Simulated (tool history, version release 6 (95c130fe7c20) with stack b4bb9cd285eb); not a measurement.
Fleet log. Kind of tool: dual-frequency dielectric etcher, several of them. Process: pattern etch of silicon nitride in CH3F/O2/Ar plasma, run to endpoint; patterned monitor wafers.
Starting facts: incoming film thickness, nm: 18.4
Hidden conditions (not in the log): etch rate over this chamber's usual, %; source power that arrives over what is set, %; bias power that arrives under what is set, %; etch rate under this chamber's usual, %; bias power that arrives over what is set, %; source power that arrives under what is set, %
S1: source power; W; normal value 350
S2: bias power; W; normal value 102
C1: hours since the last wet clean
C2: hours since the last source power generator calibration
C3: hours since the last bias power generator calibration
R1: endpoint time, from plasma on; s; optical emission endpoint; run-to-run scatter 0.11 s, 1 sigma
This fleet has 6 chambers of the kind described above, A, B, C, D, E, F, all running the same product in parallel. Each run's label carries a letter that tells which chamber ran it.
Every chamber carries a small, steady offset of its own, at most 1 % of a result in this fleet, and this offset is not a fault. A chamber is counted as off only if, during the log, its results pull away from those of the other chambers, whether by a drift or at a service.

run 1A hour=12.5 | S1=350 S2=102 | C1=492.6 C2=720.3 C3=720.3 | R1=24.539
run 2C hour=24.4 | S1=350 S2=102 | C1=163 C2=2813.5 C3=1027.1 | R1=24.572
run 3F hour=30.7 | S1=350 S2=102 | C1=375.6 C2=45 C3=1475.1 | R1=24.667
run 4D hour=40.8 | S1=350 S2=102 | C1=74 C2=2073.8 C3=1043.7 | R1=24.731
-- hour=52.1 chamber E: source power generator calibrated
run 5E hour=53 | S1=350 S2=102 | C1=124.9 C2=1 C3=1020.4 | R1=24.555
run 6B hour=62.1 | S1=350 S2=102 | C1=292 C2=2485.1 C3=526.6 | R1=24.671
run 7B hour=69.2 | S1=350 S2=102 | C1=299.1 C2=2492.2 C3=533.7 | R1=24.64
-- hour=74.5 chamber A: wet clean of the chamber
run 8A hour=77.1 | S1=420 S2=77 | C1=2.6 C2=784.9 C3=784.9 | R1=25.521
run 9C hour=83.1 | S1=420 S2=77 | C1=221.7 C2=2872.2 C3=1085.8 | R1=25.52
run 10D hour=90.4 | S1=420 S2=77 | C1=123.6 C2=2123.4 C3=1093.3 | R1=25.85
run 11E hour=97.4 | S1=420 S2=77 | C1=169.3 C2=45.4 C3=1064.8 | R1=25.338
run 12F hour=108.7 | S1=420 S2=77 | C1=453.6 C2=123 C3=1553.1 | R1=25.589
run 13E hour=117.6 | S1=420 S2=77 | C1=189.5 C2=65.6 C3=1085 | R1=25.168
run 14A hour=129.3 | S1=350 S2=102 | C1=54.8 C2=837.1 C3=837.1 | R1=24.514
run 15F hour=138.8 | S1=310 S2=102 | C1=483.7 C2=153.1 C3=1583.2 | R1=25.891
run 16B hour=148.9 | S1=310 S2=102 | C1=378.8 C2=2571.9 C3=613.4 | R1=25.971
run 17D hour=155.8 | S1=310 S2=102 | C1=189 C2=2188.8 C3=1158.7 | R1=26.197
run 18C hour=161.7 | S1=310 S2=102 | C1=300.3 C2=2950.8 C3=1164.4 | R1=25.552
-- hour=167 chamber F: wet clean of the chamber
run 19A hour=168.6 | S1=310 S2=102 | C1=94.1 C2=876.4 C3=876.4 | R1=25.808
run 20F hour=175.4 | S1=310 S2=102 | C1=8.4 C2=189.7 C3=1619.8 | R1=26.852
run 21B hour=182.3 | S1=350 S2=102 | C1=412.2 C2=2605.3 C3=646.8 | R1=24.804
run 22E hour=191.1 | S1=350 S2=102 | C1=263 C2=139.1 C3=1158.5 | R1=24.334
run 23D hour=200.3 | S1=350 S2=102 | C1=233.5 C2=2233.3 C3=1203.2 | R1=25.097
run 24C hour=211.3 | S1=310 S2=102 | C1=349.9 C2=3000.4 C3=1214 | R1=25.499
run 25A hour=219.2 | S1=310 S2=102 | C1=144.7 C2=927 C3=927 | R1=25.81
run 26F hour=229.5 | S1=310 S2=102 | C1=62.5 C2=243.8 C3=1673.9 | R1=26.87
run 27D hour=240.5 | S1=310 S2=102 | C1=273.7 C2=2273.5 C3=1243.4 | R1=25.969
run 28E hour=252.6 | S1=310 S2=102 | C1=324.5 C2=200.6 C3=1220 | R1=25.598
run 29C hour=263.2 | S1=310 S2=102 | C1=401.8 C2=3052.3 C3=1265.9 | R1=25.602
run 30B hour=271.8 | S1=390 S2=102 | C1=501.7 C2=2694.8 C3=736.3 | R1=23.682
run 31D hour=278.8 | S1=390 S2=102 | C1=312 C2=2311.8 C3=1281.7 | R1=23.703
run 32F hour=287 | S1=390 S2=102 | C1=120 C2=301.3 C3=1731.4 | R1=24.664
run 33E hour=292.5 | S1=390 S2=102 | C1=364.4 C2=240.5 C3=1259.9 | R1=23.569
run 34C hour=302.9 | S1=390 S2=102 | C1=441.5 C2=3092 C3=1305.6 | R1=23.578
run 35A hour=309.2 | S1=390 S2=102 | C1=234.7 C2=1017 C3=1017 | R1=23.659
-- hour=316.2 chamber C: wet clean of the chamber
run 36B hour=317.6 | S1=350 S2=102 | C1=547.5 C2=2740.6 C3=782.1 | R1=24.736
run 37E hour=323.3 | S1=350 S2=102 | C1=395.2 C2=271.3 C3=1290.7 | R1=24.456
run 38D hour=331.6 | S1=300 S2=121 | C1=364.8 C2=2364.6 C3=1334.5 | R1=24.548
run 39C hour=337.2 | S1=300 S2=121 | C1=21 C2=3126.3 C3=1339.9 | R1=24.398
run 40A hour=347.5 | S1=300 S2=121 | C1=273 C2=1055.3 C3=1055.3 | R1=24.508
run 41F hour=355.5 | S1=300 S2=121 | C1=188.5 C2=369.8 C3=1799.9 | R1=25.521
run 42B hour=365.2 | S1=300 S2=121 | C1=595.1 C2=2788.2 C3=829.7 | R1=24.598

Read the log: is a single chamber off, either drifting away or since a service, is the gauge that measures every chamber drifting, or is nothing wrong beyond small per-chamber offsets? Name any odd chamber and what most likely caused it.

A service on chamber F put it out of line with the rest.
Most likely cause: etch rate under this chamber's usual, % = 4.22.

Which of the 4 candidates below, each the usual settings with something changed and its results left as question marks, puts chamber F back in line with what the other chambers give on the usual settings?
A result is in line if it is within this distance of the other chambers' mean on the usual settings: R1 0.39 s
run 43F-1 hour=374.3 | S1=430 S2=102 | R1=?
run 43F-2 hour=374.3 | S1=320 S2=92 | R1=?
run 43F-3 hour=374.3 | S1=370 S2=108 | R1=?
run 43F-4 hour=374.3 | S1=330 S2=96 | R1=?

Other chambers, usual settings, mean: R1 24.65 s
run=43F-1 R1=23.888
run=43F-2 R1=27.717
run=43F-3 R1=24.725
run=43F-4 R1=26.969
43F-3 is the one that brings the chamber's results back in line with the other chambers.
